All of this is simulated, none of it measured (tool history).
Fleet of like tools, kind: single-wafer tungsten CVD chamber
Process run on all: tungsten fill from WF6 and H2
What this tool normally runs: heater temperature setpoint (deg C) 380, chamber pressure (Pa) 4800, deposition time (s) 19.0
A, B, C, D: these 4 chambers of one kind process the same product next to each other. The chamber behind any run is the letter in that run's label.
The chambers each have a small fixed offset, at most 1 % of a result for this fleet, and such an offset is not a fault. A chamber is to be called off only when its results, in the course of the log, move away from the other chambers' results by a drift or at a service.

run	day	heater temperature setpoint (deg C)	chamber pressure (Pa)	deposition time (s)	hours since the last thermocouple change	hours since the last manometer calibration	read-back reference wafer on the same gauge, thickness_nm	mean film thickness on the monitor wafer (angstrom)
1B	0.212	380	4800	19.0	588.1	1023.7	37.188	407.09
2A	0.404	380	4800	19.0	1586.4	888.1	37.176	411.18
3C	0.562	380	4800	19.0	21.7	22.1	37.175	409.27
4D	0.821	380	4800	19.0	1092.1	886.8	37.181	407.39
5A	1.042	380	4800	19.0	1601.7	903.4	37.162	410.69
6C	1.171	380	4800	16.0	36.3	36.7	37.173	343.85
7D	1.446	380	4800	16.0	1107.1	901.8	37.155	342.48
8B	1.583	380	4800	16.0	621.0	1056.6	37.138	341.60
9D	1.850	380	4800	16.0	1116.8	911.5	37.137	342.56
10B	2.117	380	4800	19.0	633.8	1069.4	37.124	406.22
11C	2.250	380	4800	19.0	62.2	62.6	37.139	408.16
12A	2.512	380	4386	19.0	1637.0	938.7	37.106	393.26
13D	2.775	380	4386	19.0	1139.0	933.7	37.117	389.69
14A	2.988	380	4386	19.0	1648.4	950.1	37.099	393.29
15C	3.129	380	4386	19.0	83.3	83.7	37.096	392.01
16B	3.300	380	4800	19.0	662.2	1097.8	37.090	405.11
17D	3.479	380	4800	19.0	1155.9	950.6	37.078	406.81
18C	3.621	380	4800	19.0	95.1	95.5	37.076	407.46
19A	3.825	394	4800	16.1	1668.5	970.2	37.066	454.31
20B	3.975	394	4800	16.1	678.4	1114.0	37.068	451.47
21D	4.154	394	4800	16.1	1172.1	966.8	37.059	452.15
22A	4.454	394	4800	16.1	1683.6	985.3	37.040	455.06
23C	4.712	380	4800	19.0	121.3	121.7	37.038	408.02
24B	4.883	380	4800	19.0	700.2	1135.8	37.034	404.63

Each of the 4 chambers runs these same settings next. Fill in every chamber's results:
25A	5.100	380	4800	20.4				?
25B	5.100	380	4800	20.4				?
25C	5.100	380	4800	20.4				?
25D	5.100	380	4800	20.4				?

run	mean film thickness on the monitor wafer (angstrom)
25A	439.84
25B	434.54
25C	438.51
25D	435.03
